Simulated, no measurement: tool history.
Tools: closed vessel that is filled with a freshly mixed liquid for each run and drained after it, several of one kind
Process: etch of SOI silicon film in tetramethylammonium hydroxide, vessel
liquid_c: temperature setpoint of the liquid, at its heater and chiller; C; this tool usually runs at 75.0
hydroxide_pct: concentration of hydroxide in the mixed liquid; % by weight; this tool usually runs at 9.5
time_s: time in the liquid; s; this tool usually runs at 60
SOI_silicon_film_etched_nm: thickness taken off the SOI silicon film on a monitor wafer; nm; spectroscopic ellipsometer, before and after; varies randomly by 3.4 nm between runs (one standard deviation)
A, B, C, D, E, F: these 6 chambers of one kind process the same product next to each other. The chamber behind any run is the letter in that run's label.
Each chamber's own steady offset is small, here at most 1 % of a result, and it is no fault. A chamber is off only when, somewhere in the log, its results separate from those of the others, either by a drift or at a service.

run   hour  liquid_c  hydroxide_pct  time_s  read-back film thickness of the SOI silicon film reference wafer, read on the same gauge (nm)  SOI_silicon_film_etched_nm
 1A   14.9      75.0            9.5      60                                                                                         50.028                      582.28
 2C   27.9      75.0            9.5      60                                                                                         50.022                      580.85
 3E   41.3      75.0            9.5      60                                                                                         50.035                      588.32
 4F   50.3      75.0            9.5      60                                                                                         49.981                      573.88
 5B   63.3      68.5           12.0      60                                                                                         49.992                      362.79
 6D   76.3      68.5           12.0      60                                                                                         50.012                      365.76
 7C   84.5      68.5           12.0      60                                                                                         49.980                      364.07
 8B   93.1      68.5           12.0      60                                                                                         49.945                      367.55
 9D  107.7      68.5           12.0      60                                                                                         50.008                      363.17
10F  117.2      68.5           12.0      60                                                                                         50.033                      364.73
11A  128.0      75.0            9.5      60                                                                                         50.011                      592.90
12E  134.5      75.0            9.5      60                                                                                         50.021                      584.43
     138.3  -- chamber C: hydroxide flow meter replaced
13B  144.8      75.0            9.5      60                                                                                         49.994                      582.24
     153.4  -- chamber B: hydroxide flow meter replaced
14C  153.7      75.0            9.5      60                                                                                         49.985                      591.63
15A  164.9      75.0            9.5      60                                                                                         50.009                      589.28
16F  174.3      75.0            9.5      60                                                                                         50.009                      577.18
17D  187.1      82.0            9.5      85                                                                                         49.983                     1224.50
18E  199.0      82.0            9.5      85                                                                                         49.998                     1219.40
19D  209.6      82.0            9.5      85                                                                                         50.026                     1228.30
20E  224.4      82.0            9.5      85                                                                                         49.956                     1208.50
21A  238.1      82.0            9.5      85                                                                                         50.003                     1250.80
22C  247.0      82.0            9.5      85                                                                                         50.007                     1233.30
23F  260.0      75.0            9.5      60                                                                                         49.985                      572.73
24B  269.7      75.0            9.5      60                                                                                         50.030                      582.50
25F  283.6      75.0            9.5      60                                                                                         50.030                      580.72
26D  291.0      75.0            9.5      60                                                                                         50.006                      581.83
27C  305.4      75.0            9.5      60                                                                                         49.995                      599.02
28E  312.7      79.0            9.5      85                                                                                         49.968                     1033.10
     315.1  -- chamber F: thermometer replaced
29B  322.2      79.0            9.5      85                                                                                         50.005                     1028.70
30A  334.7      79.0            9.5      85                                                                                         50.002                     1037.40
31D  342.1      79.0            9.5      85                                                                                         50.007                     1030.10
32B  353.7      79.0            9.5      85                                                                                         50.035                     1034.10
     367.0  -- chamber E: thermometer replaced
33A  368.4      79.0            9.5      85                                                                                         50.006                     1050.80
34E  380.7      75.0            9.5      60                                                                                         50.036                      575.10
35C  390.7      75.0            9.5      60                                                                                         50.008                      602.57
36F  399.2      75.0            9.5      60                                                                                         50.009                      574.42
37E  412.6      75.0            9.5      60                                                                                         50.016                      581.64
38B  426.4      75.0            9.5      60                                                                                         49.996                      583.82
39D  440.7      75.0            9.5      60                                                                                         50.016                      580.13
40C  454.8      75.0           12.5      60                                                                                         50.004                      543.82
41A  467.7      75.0           12.5      60                                                                                         49.961                      526.33
42F  476.2      75.0           12.5      60                                                                                         50.053                      520.99
43F  487.6      75.0           12.5      60                                                                                         50.011                      525.76
44B  502.4      75.0           12.5      60                                                                                         49.953                      526.79

Is one chamber out of step, is the gauge drifting, or do the chambers differ by no more than their own small offsets? For an off chamber, give its letter and the likeliest cause.

One chamber, C, drifts off from the rest bit by bit.
Cause: liquid hotter than its thermometer reads (K) = 1.02.

Here are 4 candidates for chamber C's next run, each the usual settings with a change, their results left as question marks. Which one brings its results back in line with what the others give on the usual settings?
In-line tolerance around the mean of the other chambers on the usual settings: SOI_silicon_film_etched_nm 12.00 nm
45C-1  513.1      74.0            9.5      60                                                                                                                          ?
45C-2  513.1      75.0           10.0      60                                                                                                                          ?
45C-3  513.1      75.0            9.0      60                                                                                                                          ?
45C-4  513.1      76.0            9.5      60                                                                                                                          ?

On the usual settings, the other chambers give on average: SOI_silicon_film_etched_nm 582.07 nm
  run  SOI_silicon_film_etched_nm
45C-1                      577.42
45C-2                      598.34
45C-3                      623.61
45C-4                      646.03
Change 45C-1 lands the chamber within the allowed miss of the other chambers.

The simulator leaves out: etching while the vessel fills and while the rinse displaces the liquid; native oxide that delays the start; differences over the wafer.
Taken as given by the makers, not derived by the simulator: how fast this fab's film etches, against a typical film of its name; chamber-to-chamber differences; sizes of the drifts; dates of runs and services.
